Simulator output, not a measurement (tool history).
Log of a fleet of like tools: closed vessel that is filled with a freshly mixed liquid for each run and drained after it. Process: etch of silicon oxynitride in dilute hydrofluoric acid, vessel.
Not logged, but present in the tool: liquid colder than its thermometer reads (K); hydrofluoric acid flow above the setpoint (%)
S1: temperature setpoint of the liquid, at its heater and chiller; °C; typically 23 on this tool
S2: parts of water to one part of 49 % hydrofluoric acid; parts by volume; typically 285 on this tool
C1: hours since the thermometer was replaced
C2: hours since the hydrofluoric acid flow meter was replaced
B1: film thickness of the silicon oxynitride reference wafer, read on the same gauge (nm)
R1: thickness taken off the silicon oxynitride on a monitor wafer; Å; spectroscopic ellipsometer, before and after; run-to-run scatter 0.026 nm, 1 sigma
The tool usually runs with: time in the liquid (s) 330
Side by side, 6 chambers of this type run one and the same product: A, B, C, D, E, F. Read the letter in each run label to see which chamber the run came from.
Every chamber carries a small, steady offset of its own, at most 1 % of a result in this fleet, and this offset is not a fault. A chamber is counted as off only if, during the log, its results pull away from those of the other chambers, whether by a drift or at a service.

{"run": "1B", "hour": 3.0, "S1": 23, "S2": 285, "time in the liquid (s)": 330, "C1": 170, "C2": 1787.1, "B1": 89.972, "R1": 45.432}
{"hour": 3.4, "done": "chamber D: hydrofluoric acid flow meter replaced"}
{"run": "2A", "hour": 7.2, "S1": 23, "S2": 285, "time in the liquid (s)": 330, "C1": 690.5, "C2": 1199.5, "B1": 90.003, "R1": 46.64}
{"run": "3D", "hour": 11.3, "S1": 23, "S2": 285, "time in the liquid (s)": 330, "C1": 19.9, "C2": 8, "B1": 90.013, "R1": 46.452}
{"run": "4E", "hour": 17.6, "S1": 23, "S2": 285, "time in the liquid (s)": 330, "C1": 942.4, "C2": 214, "B1": 89.986, "R1": 46.214}
{"run": "5F", "hour": 24.0, "S1": 23, "S2": 285, "time in the liquid (s)": 330, "C1": 830.1, "C2": 715.4, "B1": 89.993, "R1": 45.391}
{"run": "6C", "hour": 26.9, "S1": 23, "S2": 285, "time in the liquid (s)": 330, "C1": 1498, "C2": 109.7, "B1": 89.981, "R1": 46.667}
{"hour": 28.4, "done": "chamber B: hydrofluoric acid flow meter replaced"}
{"run": "7A", "hour": 30.0, "S1": 23, "S2": 345, "time in the liquid (s)": 330, "C1": 713.3, "C2": 1222.3, "B1": 90.026, "R1": 36.902}
{"run": "8E", "hour": 34.8, "S1": 23, "S2": 345, "time in the liquid (s)": 330, "C1": 959.6, "C2": 231.2, "B1": 90.001, "R1": 36.248}
{"run": "9F", "hour": 39.6, "S1": 23, "S2": 345, "time in the liquid (s)": 330, "C1": 845.7, "C2": 731, "B1": 89.999, "R1": 36.159}
{"run": "10D", "hour": 46.1, "S1": 23, "S2": 345, "time in the liquid (s)": 330, "C1": 54.7, "C2": 42.8, "B1": 89.995, "R1": 37.195}
{"run": "11C", "hour": 51.1, "S1": 23, "S2": 345, "time in the liquid (s)": 330, "C1": 1522.2, "C2": 133.9, "B1": 89.995, "R1": 36.79}
{"run": "12B", "hour": 54.6, "S1": 23, "S2": 345, "time in the liquid (s)": 330, "C1": 221.6, "C2": 26.2, "B1": 89.99, "R1": 36.363}
{"hour": 55.3, "done": "chamber F: hydrofluoric acid flow meter replaced"}
{"run": "13D", "hour": 58.6, "S1": 25, "S2": 285, "time in the liquid (s)": 145, "C1": 67.2, "C2": 55.3, "B1": 89.987, "R1": 22.218}
{"run": "14A", "hour": 64.1, "S1": 25, "S2": 285, "time in the liquid (s)": 145, "C1": 747.4, "C2": 1256.4, "B1": 89.983, "R1": 22.412}
{"hour": 68.8, "done": "chamber A: hydrofluoric acid flow meter replaced"}
{"run": "15E", "hour": 69.6, "S1": 25, "S2": 285, "time in the liquid (s)": 145, "C1": 994.4, "C2": 266, "B1": 89.996, "R1": 22.075}
{"run": "16B", "hour": 75.3, "S1": 25, "S2": 285, "time in the liquid (s)": 145, "C1": 242.3, "C2": 46.9, "B1": 90.016, "R1": 21.851}
{"run": "17C", "hour": 79.0, "S1": 25, "S2": 285, "time in the liquid (s)": 145, "C1": 1550.1, "C2": 161.8, "B1": 89.991, "R1": 22.235}
{"run": "18F", "hour": 84.1, "S1": 25, "S2": 285, "time in the liquid (s)": 145, "C1": 890.2, "C2": 28.8, "B1": 89.986, "R1": 21.9}
{"run": "19E", "hour": 90.8, "S1": 23, "S2": 285, "time in the liquid (s)": 330, "C1": 1015.6, "C2": 287.2, "B1": 89.978, "R1": 46.571}
{"run": "20B", "hour": 95.2, "S1": 23, "S2": 285, "time in the liquid (s)": 330, "C1": 262.2, "C2": 66.8, "B1": 90.002, "R1": 45.725}
{"run": "21D", "hour": 98.3, "S1": 23, "S2": 285, "time in the liquid (s)": 330, "C1": 106.9, "C2": 95, "B1": 90.007, "R1": 46.991}
{"run": "22F", "hour": 102.0, "S1": 23, "S2": 285, "time in the liquid (s)": 330, "C1": 908.1, "C2": 46.7, "B1": 89.993, "R1": 46.042}
{"run": "23C", "hour": 107.0, "S1": 23, "S2": 285, "time in the liquid (s)": 330, "C1": 1578.1, "C2": 189.8, "B1": 90.029, "R1": 46.698}
{"run": "24A", "hour": 112.5, "S1": 23, "S2": 285, "time in the liquid (s)": 330, "C1": 795.8, "C2": 43.8, "B1": 90.012, "R1": 45.47}
{"run": "25C", "hour": 118.1, "S1": 23, "S2": 285, "time in the liquid (s)": 330, "C1": 1589.2, "C2": 200.9, "B1": 90.023, "R1": 46.142}
{"run": "26D", "hour": 122.0, "S1": 23, "S2": 285, "time in the liquid (s)": 330, "C1": 130.6, "C2": 118.7, "B1": 90.006, "R1": 46.681}
{"run": "27E", "hour": 127.0, "S1": 23, "S2": 285, "time in the liquid (s)": 330, "C1": 1051.8, "C2": 323.4, "B1": 90.019, "R1": 46.206}
{"run": "28A", "hour": 133.5, "S1": 23, "S2": 285, "time in the liquid (s)": 330, "C1": 816.8, "C2": 64.8, "B1": 89.99, "R1": 45.523}
{"run": "29B", "hour": 140.0, "S1": 23, "S2": 285, "time in the liquid (s)": 330, "C1": 307, "C2": 111.6, "B1": 90.018, "R1": 45.704}
{"run": "30F", "hour": 143.3, "S1": 23, "S2": 390, "time in the liquid (s)": 140, "C1": 949.4, "C2": 88, "B1": 90.005, "R1": 13.099}
{"run": "31F", "hour": 147.9, "S1": 23, "S2": 390, "time in the liquid (s)": 140, "C1": 954, "C2": 92.6, "B1": 89.98, "R1": 13.253}
{"run": "32D", "hour": 153.7, "S1": 23, "S2": 390, "time in the liquid (s)": 140, "C1": 162.3, "C2": 150.4, "B1": 89.999, "R1": 13.506}
{"run": "33A", "hour": 157.6, "S1": 23, "S2": 390, "time in the liquid (s)": 140, "C1": 840.9, "C2": 88.9, "B1": 90.005, "R1": 13.167}
{"run": "34C", "hour": 163.3, "S1": 23, "S2": 390, "time in the liquid (s)": 140, "C1": 1634.4, "C2": 246.1, "B1": 90.019, "R1": 13.568}
{"run": "35E", "hour": 169.9, "S1": 23, "S2": 390, "time in the liquid (s)": 140, "C1": 1094.7, "C2": 366.3, "B1": 90.009, "R1": 13.593}
{"run": "36B", "hour": 176.0, "S1": 23, "S2": 285, "time in the liquid (s)": 330, "C1": 343, "C2": 147.6, "B1": 90.001, "R1": 46.28}
{"run": "37D", "hour": 181.5, "S1": 23, "S2": 285, "time in the liquid (s)": 330, "C1": 190.1, "C2": 178.2, "B1": 90.01, "R1": 46.783}
{"run": "38E", "hour": 184.6, "S1": 23, "S2": 285, "time in the liquid (s)": 330, "C1": 1109.4, "C2": 381, "B1": 90.024, "R1": 46.283}

Each of the 6 chambers runs these same settings next. Fill in every chamber's results:
{"run": "39A", "hour": 189.4, "S1": 23, "S2": 285, "time in the liquid (s)": 330, "R1": "?"}
{"run": "39B", "hour": 189.4, "S1": 23, "S2": 285, "time in the liquid (s)": 330, "R1": "?"}
{"run": "39C", "hour": 189.4, "S1": 23, "S2": 285, "time in the liquid (s)": 330, "R1": "?"}
{"run": "39D", "hour": 189.4, "S1": 23, "S2": 285, "time in the liquid (s)": 330, "R1": "?"}
{"run": "39E", "hour": 189.4, "S1": 23, "S2": 285, "time in the liquid (s)": 330, "R1": "?"}
{"run": "39F", "hour": 189.4, "S1": 23, "S2": 285, "time in the liquid (s)": 330, "R1": "?"}

run=39A R1=44.675
run=39B R1=45.876
run=39C R1=46.013
run=39D R1=46.702
run=39E R1=46.134
run=39F R1=45.646
